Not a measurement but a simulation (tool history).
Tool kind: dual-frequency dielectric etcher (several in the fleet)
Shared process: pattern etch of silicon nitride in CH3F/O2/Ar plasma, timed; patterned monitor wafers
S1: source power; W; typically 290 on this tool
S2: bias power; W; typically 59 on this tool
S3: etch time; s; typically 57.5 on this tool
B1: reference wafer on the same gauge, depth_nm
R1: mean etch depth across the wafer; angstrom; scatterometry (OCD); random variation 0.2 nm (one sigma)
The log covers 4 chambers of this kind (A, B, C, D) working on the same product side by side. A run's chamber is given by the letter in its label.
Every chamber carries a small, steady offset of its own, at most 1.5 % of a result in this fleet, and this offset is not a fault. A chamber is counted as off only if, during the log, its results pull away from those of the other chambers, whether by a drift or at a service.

| run | day | S1 | S2 | S3 | B1 | R1 |
|---|---|---|---|---|---|---|
| 1C | 0.279 | 290 | 59 | 57.5 | 36.006 | 327.18 |
| 2B | 0.517 | 290 | 59 | 57.5 | 36.009 | 332.82 |
| 3D | 0.854 | 290 | 59 | 57.5 | 36.020 | 327.79 |
|  | 1.275 | chamber D: source power generator calibrated |
| 4A | 1.283 | 290 | 59 | 57.5 | 36.031 | 332.50 |
| 5A | 1.800 | 290 | 59 | 57.5 | 35.967 | 328.20 |
| 6C | 2.333 | 290 | 59 | 57.5 | 35.993 | 327.59 |
| 7B | 2.600 | 290 | 59 | 57.5 | 36.019 | 337.87 |
| 8D | 2.871 | 290 | 59 | 57.5 | 36.018 | 332.67 |
| 9B | 3.108 | 290 | 59 | 57.5 | 36.011 | 337.17 |
| 10D | 3.350 | 290 | 59 | 57.5 | 35.981 | 327.64 |
|  | 3.517 | chamber B: wet clean of the chamber |
| 11A | 3.812 | 290 | 59 | 57.5 | 35.966 | 331.72 |
| 12C | 4.258 | 290 | 59 | 57.5 | 35.997 | 326.59 |
| 13D | 4.504 | 290 | 59 | 57.5 | 35.985 | 328.40 |
| 14B | 5.000 | 290 | 52 | 44.5 | 35.977 | 245.75 |
|  | 5.192 | chamber A: wet clean of the chamber |
| 15A | 5.362 | 290 | 52 | 44.5 | 35.973 | 258.26 |
| 16C | 5.633 | 290 | 52 | 44.5 | 35.990 | 245.06 |
| 17D | 6.033 | 290 | 52 | 44.5 | 36.002 | 243.19 |
| 18C | 6.412 | 290 | 52 | 51.5 | 35.958 | 285.54 |
| 19A | 6.912 | 290 | 52 | 51.5 | 36.010 | 299.51 |
| 20B | 7.267 | 290 | 52 | 51.5 | 35.994 | 290.24 |
|  | 7.500 | chamber D: wet clean of the chamber |
| 21B | 7.525 | 290 | 52 | 51.5 | 35.976 | 289.18 |
| 22C | 7.900 | 290 | 59 | 57.5 | 36.009 | 332.54 |
| 23D | 8.358 | 290 | 59 | 57.5 | 35.975 | 329.47 |
| 24A | 8.817 | 290 | 59 | 57.5 | 35.994 | 347.87 |
| 25C | 9.175 | 290 | 59 | 57.5 | 36.038 | 330.37 |
| 26B | 9.562 | 290 | 59 | 57.5 | 35.992 | 337.92 |
| 27A | 9.850 | 290 | 59 | 45.5 | 36.007 | 276.47 |
| 28D | 10.333 | 290 | 59 | 45.5 | 35.981 | 260.98 |
| 29B | 10.600 | 290 | 59 | 45.5 | 35.984 | 266.25 |
| 30A | 10.879 | 290 | 59 | 45.5 | 36.004 | 275.30 |
| 31D | 11.379 | 290 | 59 | 57.5 | 36.009 | 329.91 |
| 32C | 11.842 | 290 | 59 | 57.5 | 35.975 | 331.70 |

Next, every chamber runs the same settings. What will each give?
| 33A | 12.225 | 290 | 59 | 57.5 |  | ? |
| 33B | 12.225 | 290 | 59 | 57.5 |  | ? |
| 33C | 12.225 | 290 | 59 | 57.5 |  | ? |
| 33D | 12.225 | 290 | 59 | 57.5 |  | ? |

| run | R1 |
|---|---|
| 33A | 347.16 |
| 33B | 332.39 |
| 33C | 331.33 |
| 33D | 328.64 |

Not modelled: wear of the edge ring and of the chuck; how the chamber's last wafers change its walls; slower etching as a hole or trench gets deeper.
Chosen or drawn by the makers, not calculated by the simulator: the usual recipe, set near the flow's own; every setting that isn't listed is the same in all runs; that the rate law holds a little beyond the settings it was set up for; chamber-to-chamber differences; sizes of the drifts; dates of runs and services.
